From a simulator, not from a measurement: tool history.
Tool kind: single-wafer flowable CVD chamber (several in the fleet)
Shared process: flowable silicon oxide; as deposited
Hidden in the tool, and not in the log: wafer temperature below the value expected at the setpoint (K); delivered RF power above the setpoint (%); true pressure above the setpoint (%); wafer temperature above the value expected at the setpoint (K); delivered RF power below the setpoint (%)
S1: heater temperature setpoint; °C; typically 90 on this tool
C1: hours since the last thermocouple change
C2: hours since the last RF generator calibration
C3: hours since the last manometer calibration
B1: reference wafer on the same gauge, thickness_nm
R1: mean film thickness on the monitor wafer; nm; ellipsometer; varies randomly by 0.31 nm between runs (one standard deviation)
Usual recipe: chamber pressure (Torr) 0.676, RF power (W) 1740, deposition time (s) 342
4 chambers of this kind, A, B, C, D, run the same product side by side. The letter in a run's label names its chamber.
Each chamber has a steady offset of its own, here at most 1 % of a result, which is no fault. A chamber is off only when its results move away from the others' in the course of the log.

{"run": "1B", "hour": 7.3, "S1": 90, "chamber pressure (Torr)": 0.676, "RF power (W)": 1740, "deposition time (s)": 342, "C1": 1178.4, "C2": 585.3, "C3": 83.5, "B1": 205, "R1": 224.76}
{"run": "2A", "hour": 18.7, "S1": 90, "chamber pressure (Torr)": 0.676, "RF power (W)": 1740, "deposition time (s)": 342, "C1": 1369.2, "C2": 463.3, "C3": 1252.1, "B1": 205, "R1": 224.26}
{"run": "3C", "hour": 26.5, "S1": 90, "chamber pressure (Torr)": 0.676, "RF power (W)": 1740, "deposition time (s)": 342, "C1": 1943.8, "C2": 335, "C3": 1209, "B1": 205.07, "R1": 226.1}
{"run": "4D", "hour": 40.1, "S1": 90, "chamber pressure (Torr)": 0.676, "RF power (W)": 1740, "deposition time (s)": 342, "C1": 604.7, "C2": 662.1, "C3": 2251.8, "B1": 205.11, "R1": 222.4}
{"run": "5D", "hour": 51.4, "S1": 90, "chamber pressure (Torr)": 0.676, "RF power (W)": 1740, "deposition time (s)": 342, "C1": 616, "C2": 673.4, "C3": 2263.1, "B1": 205.11, "R1": 222.51}
{"run": "6C", "hour": 62.0, "S1": 90, "chamber pressure (Torr)": 0.676, "RF power (W)": 1740, "deposition time (s)": 342, "C1": 1979.3, "C2": 370.5, "C3": 1244.5, "B1": 205.12, "R1": 225.7}
{"run": "7A", "hour": 73.4, "S1": 90, "chamber pressure (Torr)": 0.676, "RF power (W)": 1740, "deposition time (s)": 342, "C1": 1423.9, "C2": 518, "C3": 1306.8, "B1": 205.23, "R1": 223.76}
{"hour": 83.6, "done": "chamber C: capacitance manometer re-zeroed and calibrated"}
{"run": "8B", "hour": 84.3, "S1": 90, "chamber pressure (Torr)": 0.676, "RF power (W)": 1740, "deposition time (s)": 342, "C1": 1255.4, "C2": 662.3, "C3": 160.5, "B1": 205.26, "R1": 225.04}
{"hour": 92.3, "done": "chamber A: thermocouple changed; heater temperature recalibrated"}
{"run": "9B", "hour": 95.9, "S1": 90, "chamber pressure (Torr)": 0.676, "RF power (W)": 1740, "deposition time (s)": 342, "C1": 1267, "C2": 673.9, "C3": 172.1, "B1": 205.24, "R1": 225.11}
{"run": "10C", "hour": 107.7, "S1": 90, "chamber pressure (Torr)": 0.676, "RF power (W)": 1740, "deposition time (s)": 342, "C1": 2025, "C2": 416.2, "C3": 24.2, "B1": 205.31, "R1": 226.01}
{"run": "11A", "hour": 117.9, "S1": 90, "chamber pressure (Torr)": 0.676, "RF power (W)": 1740, "deposition time (s)": 342, "C1": 25.6, "C2": 562.5, "C3": 1351.3, "B1": 205.35, "R1": 224.45}
{"run": "12D", "hour": 130.5, "S1": 90, "chamber pressure (Torr)": 0.676, "RF power (W)": 1740, "deposition time (s)": 342, "C1": 695.1, "C2": 752.5, "C3": 2342.2, "B1": 205.37, "R1": 222.93}
{"run": "13B", "hour": 144.0, "S1": 90, "chamber pressure (Torr)": 0.676, "RF power (W)": 1740, "deposition time (s)": 342, "C1": 1315.1, "C2": 722, "C3": 220.2, "B1": 205.39, "R1": 225.38}
{"run": "14D", "hour": 150.3, "S1": 90, "chamber pressure (Torr)": 0.676, "RF power (W)": 1740, "deposition time (s)": 342, "C1": 714.9, "C2": 772.3, "C3": 2362, "B1": 205.43, "R1": 223.15}
{"run": "15A", "hour": 157.4, "S1": 90, "chamber pressure (Torr)": 0.676, "RF power (W)": 1740, "deposition time (s)": 342, "C1": 65.1, "C2": 602, "C3": 1390.8, "B1": 205.43, "R1": 224.38}
{"run": "16C", "hour": 167.7, "S1": 90, "chamber pressure (Torr)": 0.522, "RF power (W)": 1740, "deposition time (s)": 342, "C1": 2085, "C2": 476.2, "C3": 84.2, "B1": 205.39, "R1": 158.2}
{"run": "17C", "hour": 178.0, "S1": 90, "chamber pressure (Torr)": 0.522, "RF power (W)": 1740, "deposition time (s)": 342, "C1": 2095.3, "C2": 486.5, "C3": 94.5, "B1": 205.54, "R1": 157.98}
{"run": "18D", "hour": 185.3, "S1": 90, "chamber pressure (Torr)": 0.522, "RF power (W)": 1740, "deposition time (s)": 342, "C1": 749.9, "C2": 807.3, "C3": 2397, "B1": 205.52, "R1": 156.97}
{"run": "19B", "hour": 197.2, "S1": 90, "chamber pressure (Torr)": 0.522, "RF power (W)": 1740, "deposition time (s)": 342, "C1": 1368.3, "C2": 775.2, "C3": 273.4, "B1": 205.47, "R1": 156.57}
{"run": "20A", "hour": 209.7, "S1": 90, "chamber pressure (Torr)": 0.676, "RF power (W)": 1740, "deposition time (s)": 342, "C1": 117.4, "C2": 654.3, "C3": 1443.1, "B1": 205.53, "R1": 224.85}
{"hour": 214.9, "done": "chamber A: capacitance manometer re-zeroed and calibrated"}
{"run": "21D", "hour": 222.7, "S1": 90, "chamber pressure (Torr)": 0.676, "RF power (W)": 1740, "deposition time (s)": 342, "C1": 787.3, "C2": 844.7, "C3": 2434.4, "B1": 205.55, "R1": 223.03}
{"run": "22B", "hour": 233.1, "S1": 90, "chamber pressure (Torr)": 0.676, "RF power (W)": 1740, "deposition time (s)": 342, "C1": 1404.2, "C2": 811.1, "C3": 309.3, "B1": 205.69, "R1": 225.59}
{"run": "23C", "hour": 243.4, "S1": 90, "chamber pressure (Torr)": 0.676, "RF power (W)": 1740, "deposition time (s)": 342, "C1": 2160.7, "C2": 551.9, "C3": 159.9, "B1": 205.73, "R1": 226.78}
{"run": "24A", "hour": 250.7, "S1": 90, "chamber pressure (Torr)": 0.676, "RF power (W)": 1740, "deposition time (s)": 342, "C1": 158.4, "C2": 695.3, "C3": 35.9, "B1": 205.74, "R1": 224.89}
{"run": "25C", "hour": 261.6, "S1": 90, "chamber pressure (Torr)": 0.676, "RF power (W)": 1740, "deposition time (s)": 342, "C1": 2178.9, "C2": 570.1, "C3": 178.1, "B1": 205.73, "R1": 226.11}
{"run": "26D", "hour": 269.4, "S1": 90, "chamber pressure (Torr)": 0.676, "RF power (W)": 1740, "deposition time (s)": 342, "C1": 834, "C2": 891.4, "C3": 2481.1, "B1": 205.75, "R1": 223.27}
{"run": "27B", "hour": 281.5, "S1": 90, "chamber pressure (Torr)": 0.676, "RF power (W)": 1740, "deposition time (s)": 342, "C1": 1452.6, "C2": 859.5, "C3": 357.7, "B1": 205.84, "R1": 225.65}
{"hour": 285.7, "done": "chamber D: capacitance manometer re-zeroed and calibrated"}
{"run": "28A", "hour": 287.9, "S1": 98, "chamber pressure (Torr)": 0.824, "RF power (W)": 1740, "deposition time (s)": 342, "C1": 195.6, "C2": 732.5, "C3": 73.1, "B1": 205.8, "R1": 225.35}
{"run": "29D", "hour": 298.2, "S1": 98, "chamber pressure (Torr)": 0.824, "RF power (W)": 1740, "deposition time (s)": 342, "C1": 862.8, "C2": 920.2, "C3": 12.5, "B1": 205.89, "R1": 223.28}
{"run": "30C", "hour": 309.4, "S1": 98, "chamber pressure (Torr)": 0.824, "RF power (W)": 1740, "deposition time (s)": 342, "C1": 2226.7, "C2": 617.9, "C3": 225.9, "B1": 205.89, "R1": 226.26}
{"run": "31A", "hour": 316.9, "S1": 98, "chamber pressure (Torr)": 0.824, "RF power (W)": 1740, "deposition time (s)": 342, "C1": 224.6, "C2": 761.5, "C3": 102.1, "B1": 205.85, "R1": 225.64}
{"run": "32B", "hour": 329.9, "S1": 90, "chamber pressure (Torr)": 0.676, "RF power (W)": 1740, "deposition time (s)": 342, "C1": 1501, "C2": 907.9, "C3": 406.1, "B1": 205.92, "R1": 226.12}
{"run": "33C", "hour": 338.1, "S1": 90, "chamber pressure (Torr)": 0.566, "RF power (W)": 1740, "deposition time (s)": 291, "C1": 2255.4, "C2": 646.6, "C3": 254.6, "B1": 205.93, "R1": 150.97}
{"run": "34A", "hour": 349.8, "S1": 90, "chamber pressure (Torr)": 0.566, "RF power (W)": 1740, "deposition time (s)": 291, "C1": 257.5, "C2": 794.4, "C3": 135, "B1": 206, "R1": 148.73}
{"run": "35D", "hour": 361.0, "S1": 90, "chamber pressure (Torr)": 0.566, "RF power (W)": 1740, "deposition time (s)": 291, "C1": 925.6, "C2": 983, "C3": 75.3, "B1": 206.09, "R1": 149.48}
{"run": "36B", "hour": 372.0, "S1": 90, "chamber pressure (Torr)": 0.566, "RF power (W)": 1740, "deposition time (s)": 291, "C1": 1543.1, "C2": 950, "C3": 448.2, "B1": 206.05, "R1": 150.34}
{"run": "37B", "hour": 380.1, "S1": 90, "chamber pressure (Torr)": 0.676, "RF power (W)": 1740, "deposition time (s)": 342, "C1": 1551.2, "C2": 958.1, "C3": 456.3, "B1": 206.05, "R1": 226.21}
{"run": "38D", "hour": 391.9, "S1": 90, "chamber pressure (Torr)": 0.676, "RF power (W)": 1740, "deposition time (s)": 342, "C1": 956.5, "C2": 1013.9, "C3": 106.2, "B1": 206.12, "R1": 223.85}
{"run": "39A", "hour": 402.2, "S1": 90, "chamber pressure (Torr)": 0.676, "RF power (W)": 1740, "deposition time (s)": 342, "C1": 309.9, "C2": 846.8, "C3": 187.4, "B1": 206.05, "R1": 225.46}

Decide between three cases: one chamber stands off from its peers, the gauge reading all wafers drifts, or nothing is wrong past each chamber's small offset. Where a chamber is off, say which and what most likely put it there.

The gauge drifts, so all chambers seem to drift together. No chamber is off.
Cause: gauge reads high (%) = 0.562.
